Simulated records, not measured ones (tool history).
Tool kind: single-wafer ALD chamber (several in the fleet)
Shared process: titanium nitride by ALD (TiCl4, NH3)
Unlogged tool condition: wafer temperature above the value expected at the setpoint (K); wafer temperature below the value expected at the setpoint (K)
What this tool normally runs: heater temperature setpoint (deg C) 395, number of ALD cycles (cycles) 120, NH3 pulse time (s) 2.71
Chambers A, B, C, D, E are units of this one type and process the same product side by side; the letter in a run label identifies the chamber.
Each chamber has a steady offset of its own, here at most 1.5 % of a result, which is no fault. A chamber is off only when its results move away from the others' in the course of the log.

run   hour  heater temperature setpoint (deg C)  number of ALD cycles (cycles)  NH3 pulse time (s)  hours since the last thermocouple change  read-back reference wafer on the same gauge, thickness_nm  mean film thickness on the monitor wafer (Å)
 1E   10.8                                  395                            120                2.71                                    1653.9                                                     2.1494                                        26.595
 2D   23.2                                  395                            120                2.71                                       263                                                     2.1496                                        26.611
 3C   31.9                                  395                            120                2.71                                     959.1                                                     2.1491                                        26.735
 4B   38.6                                  395                            120                2.71                                     374.5                                                     2.1488                                            27
 5A   52.5                                  395                            120                2.71                                     436.2                                                     2.1489                                        26.639
      58.1  -- chamber E: thermocouple changed; heater temperature recalibrated
 6D     61                                  395                            120                2.71                                     300.8                                                     2.1486                                        26.609
 7A   74.8                                  395                            120                2.71                                     458.5                                                      2.148                                        26.692
 8E   85.5                                  395                            120                2.71                                      27.5                                                     2.1482                                        26.576
 9B   99.2                                  395                            120                2.71                                     435.1                                                     2.1475                                        26.986
10C  112.3                                  395                            120                2.71                                    1039.5                                                     2.1471                                        26.704
11E  121.4                                  395                            120                2.71                                      63.4                                                     2.1467                                        26.596
12C  128.7                                  400                            120                2.71                                    1055.9                                                     2.1473                                        26.776
13A  139.9                                  400                            120                2.71                                     523.6                                                     2.1464                                        26.733
14B    147                                  400                            120                2.71                                     482.9                                                      2.146                                        26.988
15D  157.9                                  400                            120                2.71                                     397.7                                                     2.1464                                        26.752
16E    167                                  400                            120                2.71                                       109                                                     2.1461                                        26.585
17B  177.3                                  395                            128                3.47                                     513.2                                                     2.1457                                        28.933
18C  191.3                                  395                            128                3.47                                    1118.5                                                     2.1454                                        28.718
19D  203.1                                  395                            128                3.47                                     442.9                                                     2.1454                                        28.594
20A  209.5                                  395                            128                3.47                                     593.2                                                     2.1447                                        28.654
21D  216.2                                  395                            128                3.47                                       456                                                     2.1457                                        28.538
22E  223.4                                  383                            137                2.71                                     165.4                                                     2.1449                                         30.04
23B  230.5                                  383                            137                2.71                                     566.4                                                     2.1446                                        30.405
24C  242.5                                  383                            137                2.71                                    1169.7                                                     2.1437                                        30.202
25A  253.1                                  383                            137                2.71                                     636.8                                                     2.1445                                        30.159
26A  262.5                                  383                            137                2.71                                     646.2                                                     2.1438                                        30.111
27D  270.1                                  395                             97                   2                                     509.9                                                      2.144                                        21.216
28C  280.7                                  395                             97                   2                                    1207.9                                                      2.143                                        21.302
29B    295                                  395                             97                   2                                     630.9                                                     2.1433                                        21.501
30E  305.7                                  395                             97                   2                                     247.7                                                     2.1429                                        21.136
31B  318.8                                  395                             97                   2                                     654.7                                                     2.1421                                        21.481
32D  330.4                                  395                            120                2.71                                     570.2                                                     2.1424                                        26.517
33E  343.7                                  395                            120                2.71                                     285.7                                                     2.1423                                        26.508
34A    357                                  395                            120                2.71                                     740.7                                                     2.1411                                          26.6
35C  367.2                                  395                            100                2.71                                    1294.4                                                     2.1411                                        22.163
36A  381.3                                  395                            100                2.71                                       765                                                     2.1415                                        22.179
37C  394.9                                  395                            100                2.71                                    1322.1                                                     2.1408                                        22.142
38B  402.7                                  395                            100                2.71                                     738.6                                                       2.14                                        22.363

Predict what each chamber gives when all 5 of them run the settings below next.
39A  412.9                                  395                            138                2.71                                                                                                                                                  ?
39B  412.9                                  395                            138                2.71                                                                                                                                                  ?
39C  412.9                                  395                            138                2.71                                                                                                                                                  ?
39D  412.9                                  395                            138                2.71                                                                                                                                                  ?
39E  412.9                                  395                            138                2.71                                                                                                                                                  ?

run  mean film thickness on the monitor wafer (Å)
39A                                        30.554
39B                                        30.936
39C                                        30.599
39D                                        30.426
39E                                        30.431
